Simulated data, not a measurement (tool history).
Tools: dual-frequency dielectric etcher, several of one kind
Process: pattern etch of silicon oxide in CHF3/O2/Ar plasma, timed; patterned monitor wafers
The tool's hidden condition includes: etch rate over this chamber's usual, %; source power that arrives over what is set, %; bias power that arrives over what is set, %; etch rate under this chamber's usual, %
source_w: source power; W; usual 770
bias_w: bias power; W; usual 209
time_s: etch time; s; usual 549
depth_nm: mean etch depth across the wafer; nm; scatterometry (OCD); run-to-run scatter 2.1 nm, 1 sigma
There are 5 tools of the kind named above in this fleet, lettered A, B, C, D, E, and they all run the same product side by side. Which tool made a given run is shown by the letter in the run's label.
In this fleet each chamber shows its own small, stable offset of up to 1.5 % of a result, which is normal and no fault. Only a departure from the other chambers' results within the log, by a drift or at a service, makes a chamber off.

run,hour,source_w,bias_w,time_s,hours since the last wet clean,hours since the last source power generator calibration,hours since the last bias power generator calibration,"read-back reference wafer on the same gauge, depth_nm",depth_nm
1A,3.7,770,209,549,217.3,2460.4,4392.8,1140.1,1258.5
2D,6.3,770,209,549,58.4,72.1,1199.4,1140.0,1261.6
# hour 7.8: chamber E: bias power generator calibrated
3E,9.7,770,209,549,294.7,2931.2,2.0,1140.1,1247.3
4C,13.5,770,209,549,223.0,1775.2,2647.5,1141.2,1273.2
5B,16.8,770,209,549,402.1,2689.2,1163.3,1141.0,1252.6
6E,20.7,770,209,549,305.7,2942.2,13.0,1142.0,1246.9
7C,22.9,770,209,549,232.4,1784.6,2656.9,1141.5,1273.1
8B,26.0,770,257,549,411.3,2698.4,1172.5,1141.9,1352.1
9D,29.5,770,257,549,81.6,95.3,1222.6,1142.2,1353.8
10A,33.2,770,257,549,246.8,2489.9,4422.3,1142.3,1357.9
11D,35.4,770,257,549,87.5,101.2,1228.5,1142.4,1354.1
# hour 37.4: chamber B: wet clean of the chamber
12B,37.8,770,257,549,0.4,2710.2,1184.3,1142.3,1354.5
13C,41.7,770,209,549,251.2,1803.4,2675.7,1143.1,1275.3
14A,44.5,770,209,549,258.1,2501.2,4433.6,1143.5,1262.3
15E,48.3,770,209,549,333.3,2969.8,40.6,1143.4,1248.3
16A,51.4,770,209,549,265.0,2508.1,4440.5,1143.4,1268.2
17D,54.4,770,209,549,106.5,120.2,1247.5,1143.6,1268.6
18B,58.9,770,209,689,21.5,2731.3,1205.4,1143.9,1580.0
19E,61.3,770,209,689,346.3,2982.8,53.6,1143.6,1570.8
20C,65.7,770,209,689,275.2,1827.4,2699.7,1144.5,1605.9
21C,69.2,770,209,689,278.7,1830.9,2703.2,1144.7,1605.5
22E,73.4,770,209,689,358.4,2994.9,65.7,1144.8,1574.5
23D,77.5,600,225,549,129.6,143.3,1270.6,1145.7,1175.5
24A,81.5,600,225,549,295.1,2538.2,4470.6,1145.9,1186.5
25B,84.7,600,225,549,47.3,2757.1,1231.2,1145.3,1178.9
26E,89.0,600,225,549,374.0,3010.5,81.3,1145.7,1171.3
27D,92.3,600,225,549,144.4,158.1,1285.4,1146.5,1182.6
28B,94.4,770,209,549,57.0,2766.8,1240.9,1146.7,1260.5
29C,97.2,770,209,549,306.7,1858.9,2731.2,1146.8,1279.7
30A,100.1,770,209,549,313.7,2556.8,4489.2,1147.0,1268.7
31C,104.6,770,209,549,314.1,1866.3,2738.6,1147.7,1280.9
32A,108.3,770,209,549,321.9,2565.0,4497.4,1147.7,1267.1
33B,112.7,770,209,549,75.3,2785.1,1259.2,1148.1,1263.6

Predict what each chamber gives when all 5 of them run the settings below next.
34A,116.0,910,209,549,,,,,?
34B,116.0,910,209,549,,,,,?
34C,116.0,910,209,549,,,,,?
34D,116.0,910,209,549,,,,,?
34E,116.0,910,209,549,,,,,?

run,depth_nm
34A,1350.6
34B,1342.7
34C,1365.3
34D,1350.3
34E,1335.7
